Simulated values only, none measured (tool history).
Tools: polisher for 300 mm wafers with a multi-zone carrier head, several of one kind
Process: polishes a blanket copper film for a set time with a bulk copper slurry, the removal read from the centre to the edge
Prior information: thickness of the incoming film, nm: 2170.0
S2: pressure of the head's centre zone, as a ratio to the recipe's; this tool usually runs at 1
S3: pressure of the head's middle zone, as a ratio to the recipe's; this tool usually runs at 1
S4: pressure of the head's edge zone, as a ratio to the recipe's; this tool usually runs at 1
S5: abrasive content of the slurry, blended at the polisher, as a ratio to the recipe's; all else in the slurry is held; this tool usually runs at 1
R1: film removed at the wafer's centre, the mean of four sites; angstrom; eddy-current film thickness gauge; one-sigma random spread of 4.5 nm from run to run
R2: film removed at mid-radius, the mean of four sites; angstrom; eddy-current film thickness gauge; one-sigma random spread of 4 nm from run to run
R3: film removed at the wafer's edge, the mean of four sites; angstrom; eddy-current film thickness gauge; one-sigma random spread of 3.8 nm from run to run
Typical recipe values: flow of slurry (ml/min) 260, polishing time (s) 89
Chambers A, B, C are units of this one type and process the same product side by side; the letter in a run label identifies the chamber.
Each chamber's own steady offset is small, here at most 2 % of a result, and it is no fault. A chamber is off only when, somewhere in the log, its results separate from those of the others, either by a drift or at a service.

{"run": "1C", "day": 0.271, "flow of slurry (ml/min)": 260, "S2": 1, "S3": 1, "S4": 1, "S5": 1, "polishing time (s)": 89, "R1": 4025.7, "R2": 4044.5, "R3": 4130.1}
{"run": "2A", "day": 0.462, "flow of slurry (ml/min)": 260, "S2": 1, "S3": 1, "S4": 1, "S5": 1, "polishing time (s)": 89, "R1": 4124.3, "R2": 3961.4, "R3": 4026.4}
{"day": 0.567, "done": "chamber A: worn pad replaced by a new one"}
{"day": 0.754, "done": "chamber B: worn pad replaced by a new one"}
{"run": "3B", "day": 0.771, "flow of slurry (ml/min)": 260, "S2": 1, "S3": 1, "S4": 1, "S5": 1, "polishing time (s)": 89, "R1": 4001.1, "R2": 4007.9, "R3": 4062.9}
{"run": "4A", "day": 0.921, "flow of slurry (ml/min)": 260, "S2": 1, "S3": 1, "S4": 1, "S5": 1, "polishing time (s)": 89, "R1": 4006.4, "R2": 3951.6, "R3": 4069}
{"run": "5B", "day": 1.167, "flow of slurry (ml/min)": 260, "S2": 1, "S3": 1, "S4": 1, "S5": 1, "polishing time (s)": 89, "R1": 4063.9, "R2": 4020.4, "R3": 4080.7}
{"run": "6C", "day": 1.362, "flow of slurry (ml/min)": 260, "S2": 1, "S3": 1, "S4": 1, "S5": 1, "polishing time (s)": 89, "R1": 3976.8, "R2": 4024, "R3": 4072.7}
{"run": "7B", "day": 1.675, "flow of slurry (ml/min)": 260, "S2": 1, "S3": 1, "S4": 1, "S5": 1, "polishing time (s)": 89, "R1": 4041.9, "R2": 4018.6, "R3": 4016.8}
{"run": "8C", "day": 1.896, "flow of slurry (ml/min)": 260, "S2": 1, "S3": 1, "S4": 1, "S5": 1, "polishing time (s)": 59, "R1": 2724.2, "R2": 2639.1, "R3": 2689.7}
{"run": "9A", "day": 2.092, "flow of slurry (ml/min)": 260, "S2": 1, "S3": 1, "S4": 1, "S5": 1, "polishing time (s)": 59, "R1": 2690.1, "R2": 2652.1, "R3": 2684.5}
{"run": "10C", "day": 2.338, "flow of slurry (ml/min)": 260, "S2": 1, "S3": 1, "S4": 1, "S5": 1, "polishing time (s)": 59, "R1": 2668.5, "R2": 2609.8, "R3": 2695.6}
{"run": "11A", "day": 2.579, "flow of slurry (ml/min)": 260, "S2": 1, "S3": 1, "S4": 1, "S5": 0.85, "polishing time (s)": 89, "R1": 3883.9, "R2": 3915.7, "R3": 3883.7}
{"run": "12B", "day": 2.783, "flow of slurry (ml/min)": 260, "S2": 1, "S3": 1, "S4": 1, "S5": 0.85, "polishing time (s)": 89, "R1": 3913.6, "R2": 3835.8, "R3": 3954.3}
{"run": "13A", "day": 2.946, "flow of slurry (ml/min)": 260, "S2": 1, "S3": 1, "S4": 1, "S5": 0.85, "polishing time (s)": 89, "R1": 3918.7, "R2": 3806.2, "R3": 3843.6}
{"run": "14B", "day": 3.204, "flow of slurry (ml/min)": 260, "S2": 1, "S3": 1, "S4": 1, "S5": 1, "polishing time (s)": 89, "R1": 4003.9, "R2": 3969.7, "R3": 4068.3}
{"run": "15C", "day": 3.358, "flow of slurry (ml/min)": 260, "S2": 1, "S3": 1, "S4": 1, "S5": 1, "polishing time (s)": 89, "R1": 4054.5, "R2": 4062.4, "R3": 4079.9}
{"run": "16B", "day": 3.658, "flow of slurry (ml/min)": 260, "S2": 1, "S3": 1, "S4": 1, "S5": 1, "polishing time (s)": 89, "R1": 3983.3, "R2": 3919.4, "R3": 4125.7}
{"run": "17C", "day": 3.954, "flow of slurry (ml/min)": 260, "S2": 1, "S3": 1, "S4": 1, "S5": 1, "polishing time (s)": 89, "R1": 4026.1, "R2": 3955.3, "R3": 3980.7}
{"day": 4.038, "done": "chamber C: worn pad replaced by a new one"}
{"run": "18A", "day": 4.096, "flow of slurry (ml/min)": 260, "S2": 1, "S3": 1, "S4": 1, "S5": 1, "polishing time (s)": 89, "R1": 4044.5, "R2": 3969.9, "R3": 4042.7}
{"run": "19B", "day": 4.383, "flow of slurry (ml/min)": 260, "S2": 1, "S3": 1, "S4": 1, "S5": 1, "polishing time (s)": 89, "R1": 3928.5, "R2": 3950.7, "R3": 4120.4}
{"run": "20A", "day": 4.538, "flow of slurry (ml/min)": 260, "S2": 1, "S3": 1, "S4": 1, "S5": 1, "polishing time (s)": 89, "R1": 4091.5, "R2": 3956.5, "R3": 3991.3}
{"run": "21C", "day": 4.675, "flow of slurry (ml/min)": 260, "S2": 1, "S3": 1, "S4": 1, "S5": 1, "polishing time (s)": 89, "R1": 3976.7, "R2": 3985, "R3": 4083.5}

Does one chamber stand apart from the rest, does the shared gauge drift, or is all well apart from small per-chamber offsets? Give the chamber and the most likely cause, where there is one.

No chamber is off and the gauge is stable; the differences are just each chamber's small, constant offset.
